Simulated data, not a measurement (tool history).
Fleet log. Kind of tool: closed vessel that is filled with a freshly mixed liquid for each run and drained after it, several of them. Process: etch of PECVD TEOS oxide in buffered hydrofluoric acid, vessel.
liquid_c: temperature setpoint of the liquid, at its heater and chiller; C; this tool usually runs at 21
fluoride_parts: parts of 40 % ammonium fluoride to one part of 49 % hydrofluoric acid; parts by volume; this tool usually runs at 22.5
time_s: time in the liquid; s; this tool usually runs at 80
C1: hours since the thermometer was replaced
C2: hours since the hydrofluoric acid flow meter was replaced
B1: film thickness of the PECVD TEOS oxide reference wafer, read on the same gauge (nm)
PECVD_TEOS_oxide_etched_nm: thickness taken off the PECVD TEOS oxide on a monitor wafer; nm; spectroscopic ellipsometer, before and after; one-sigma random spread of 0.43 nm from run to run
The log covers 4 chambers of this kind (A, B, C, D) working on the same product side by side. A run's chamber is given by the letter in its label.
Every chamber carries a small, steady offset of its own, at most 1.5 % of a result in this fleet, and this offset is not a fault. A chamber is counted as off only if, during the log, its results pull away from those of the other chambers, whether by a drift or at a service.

{"run": "1D", "hour": 2.9, "liquid_c": 21, "fluoride_parts": 22.5, "time_s": 80, "C1": 1155.8, "C2": 831.1, "B1": 119.99, "PECVD_TEOS_oxide_etched_nm": 50.698}
{"run": "2A", "hour": 6.6, "liquid_c": 21, "fluoride_parts": 22.5, "time_s": 80, "C1": 497.8, "C2": 387.2, "B1": 120.01, "PECVD_TEOS_oxide_etched_nm": 51.144}
{"run": "3C", "hour": 9.7, "liquid_c": 21, "fluoride_parts": 22.5, "time_s": 80, "C1": 881.9, "C2": 880.1, "B1": 119.94, "PECVD_TEOS_oxide_etched_nm": 50.565}
{"run": "4B", "hour": 12.6, "liquid_c": 21, "fluoride_parts": 22.5, "time_s": 80, "C1": 400.4, "C2": 540.7, "B1": 120.01, "PECVD_TEOS_oxide_etched_nm": 51.707}
{"run": "5B", "hour": 14.9, "liquid_c": 21, "fluoride_parts": 22.5, "time_s": 115, "C1": 402.7, "C2": 543, "B1": 119.99, "PECVD_TEOS_oxide_etched_nm": 73.095}
{"run": "6A", "hour": 17.2, "liquid_c": 21, "fluoride_parts": 22.5, "time_s": 115, "C1": 508.4, "C2": 397.8, "B1": 120.02, "PECVD_TEOS_oxide_etched_nm": 73.142}
{"run": "7D", "hour": 19.9, "liquid_c": 21, "fluoride_parts": 22.5, "time_s": 115, "C1": 1172.8, "C2": 848.1, "B1": 119.98, "PECVD_TEOS_oxide_etched_nm": 72.854}
{"run": "8C", "hour": 23.4, "liquid_c": 21, "fluoride_parts": 22.5, "time_s": 115, "C1": 895.6, "C2": 893.8, "B1": 119.97, "PECVD_TEOS_oxide_etched_nm": 73.558}
{"run": "9A", "hour": 27.5, "liquid_c": 21, "fluoride_parts": 22.5, "time_s": 80, "C1": 518.7, "C2": 408.1, "B1": 119.97, "PECVD_TEOS_oxide_etched_nm": 51.646}
{"run": "10B", "hour": 29.8, "liquid_c": 21, "fluoride_parts": 14, "time_s": 50, "C1": 417.6, "C2": 557.9, "B1": 119.98, "PECVD_TEOS_oxide_etched_nm": 48.525}
{"run": "11C", "hour": 34.9, "liquid_c": 21, "fluoride_parts": 14, "time_s": 50, "C1": 907.1, "C2": 905.3, "B1": 120.02, "PECVD_TEOS_oxide_etched_nm": 50.857}
{"run": "12D", "hour": 39.8, "liquid_c": 21, "fluoride_parts": 14, "time_s": 50, "C1": 1192.7, "C2": 868, "B1": 120.04, "PECVD_TEOS_oxide_etched_nm": 50.197}
{"run": "13B", "hour": 44.1, "liquid_c": 21, "fluoride_parts": 14, "time_s": 50, "C1": 431.9, "C2": 572.2, "B1": 119.99, "PECVD_TEOS_oxide_etched_nm": 48.45}
{"run": "14C", "hour": 47.3, "liquid_c": 21, "fluoride_parts": 22.5, "time_s": 80, "C1": 919.5, "C2": 917.7, "B1": 120.02, "PECVD_TEOS_oxide_etched_nm": 52.253}
{"run": "15D", "hour": 51.8, "liquid_c": 21, "fluoride_parts": 22.5, "time_s": 80, "C1": 1204.7, "C2": 880, "B1": 119.99, "PECVD_TEOS_oxide_etched_nm": 50.879}
{"run": "16A", "hour": 56.7, "liquid_c": 21, "fluoride_parts": 22.5, "time_s": 80, "C1": 547.9, "C2": 437.3, "B1": 119.98, "PECVD_TEOS_oxide_etched_nm": 50.537}
{"run": "17D", "hour": 59.8, "liquid_c": 21, "fluoride_parts": 22.5, "time_s": 80, "C1": 1212.7, "C2": 888, "B1": 120, "PECVD_TEOS_oxide_etched_nm": 50.552}
{"run": "18B", "hour": 63.7, "liquid_c": 21, "fluoride_parts": 22.5, "time_s": 80, "C1": 451.5, "C2": 591.8, "B1": 120.02, "PECVD_TEOS_oxide_etched_nm": 50.531}
{"run": "19A", "hour": 66.3, "liquid_c": 21, "fluoride_parts": 22.5, "time_s": 80, "C1": 557.5, "C2": 446.9, "B1": 119.97, "PECVD_TEOS_oxide_etched_nm": 51.362}
{"hour": 69.5, "done": "chamber B: thermometer replaced"}
{"run": "20C", "hour": 70.5, "liquid_c": 21, "fluoride_parts": 22.5, "time_s": 80, "C1": 942.7, "C2": 940.9, "B1": 119.98, "PECVD_TEOS_oxide_etched_nm": 54.176}
{"run": "21A", "hour": 73.9, "liquid_c": 21, "fluoride_parts": 22.5, "time_s": 80, "C1": 565.1, "C2": 454.5, "B1": 120.02, "PECVD_TEOS_oxide_etched_nm": 50.31}
{"run": "22B", "hour": 77.0, "liquid_c": 21, "fluoride_parts": 22.5, "time_s": 80, "C1": 7.5, "C2": 605.1, "B1": 120.01, "PECVD_TEOS_oxide_etched_nm": 50.661}
{"run": "23D", "hour": 80.8, "liquid_c": 21, "fluoride_parts": 22.5, "time_s": 80, "C1": 1233.7, "C2": 909, "B1": 120.02, "PECVD_TEOS_oxide_etched_nm": 50.682}
{"run": "24C", "hour": 83.6, "liquid_c": 24, "fluoride_parts": 22.5, "time_s": 110, "C1": 955.8, "C2": 954, "B1": 119.97, "PECVD_TEOS_oxide_etched_nm": 90.255}
{"run": "25B", "hour": 87.2, "liquid_c": 24, "fluoride_parts": 22.5, "time_s": 110, "C1": 17.7, "C2": 615.3, "B1": 120, "PECVD_TEOS_oxide_etched_nm": 83.06}
{"run": "26C", "hour": 90.9, "liquid_c": 24, "fluoride_parts": 22.5, "time_s": 110, "C1": 963.1, "C2": 961.3, "B1": 120.04, "PECVD_TEOS_oxide_etched_nm": 89.418}
{"run": "27A", "hour": 93.3, "liquid_c": 24, "fluoride_parts": 22.5, "time_s": 110, "C1": 584.5, "C2": 473.9, "B1": 119.99, "PECVD_TEOS_oxide_etched_nm": 83.03}
{"run": "28D", "hour": 96.5, "liquid_c": 21, "fluoride_parts": 22.5, "time_s": 80, "C1": 1249.4, "C2": 924.7, "B1": 119.98, "PECVD_TEOS_oxide_etched_nm": 50.797}
{"run": "29A", "hour": 101.4, "liquid_c": 21, "fluoride_parts": 22.5, "time_s": 80, "C1": 592.6, "C2": 482, "B1": 119.97, "PECVD_TEOS_oxide_etched_nm": 50.501}
{"run": "30D", "hour": 105.7, "liquid_c": 21, "fluoride_parts": 22.5, "time_s": 80, "C1": 1258.6, "C2": 933.9, "B1": 120.01, "PECVD_TEOS_oxide_etched_nm": 51.09}
{"run": "31B", "hour": 109.4, "liquid_c": 21, "fluoride_parts": 22.5, "time_s": 80, "C1": 39.9, "C2": 637.5, "B1": 120.03, "PECVD_TEOS_oxide_etched_nm": 50.256}
{"run": "32C", "hour": 111.6, "liquid_c": 21, "fluoride_parts": 22.5, "time_s": 80, "C1": 983.8, "C2": 982, "B1": 120.03, "PECVD_TEOS_oxide_etched_nm": 56.283}
{"run": "33D", "hour": 115.8, "liquid_c": 21, "fluoride_parts": 22.5, "time_s": 80, "C1": 1268.7, "C2": 944, "B1": 120, "PECVD_TEOS_oxide_etched_nm": 50.623}
{"run": "34C", "hour": 118.8, "liquid_c": 21, "fluoride_parts": 22.5, "time_s": 80, "C1": 991, "C2": 989.2, "B1": 120.01, "PECVD_TEOS_oxide_etched_nm": 56.543}
{"run": "35A", "hour": 122.3, "liquid_c": 21, "fluoride_parts": 22.5, "time_s": 80, "C1": 613.5, "C2": 502.9, "B1": 120, "PECVD_TEOS_oxide_etched_nm": 51.31}

For the next run the whole fleet of 4 chambers uses the same settings. Give each chamber's results:
{"run": "36A", "hour": 126.1, "liquid_c": 21, "fluoride_parts": 22.5, "time_s": 80, "PECVD_TEOS_oxide_etched_nm": "?"}
{"run": "36B", "hour": 126.1, "liquid_c": 21, "fluoride_parts": 22.5, "time_s": 80, "PECVD_TEOS_oxide_etched_nm": "?"}
{"run": "36C", "hour": 126.1, "liquid_c": 21, "fluoride_parts": 22.5, "time_s": 80, "PECVD_TEOS_oxide_etched_nm": "?"}
{"run": "36D", "hour": 126.1, "liquid_c": 21, "fluoride_parts": 22.5, "time_s": 80, "PECVD_TEOS_oxide_etched_nm": "?"}

run=36A PECVD_TEOS_oxide_etched_nm=51.477
run=36B PECVD_TEOS_oxide_etched_nm=50.691
run=36C PECVD_TEOS_oxide_etched_nm=57.591
run=36D PECVD_TEOS_oxide_etched_nm=50.292
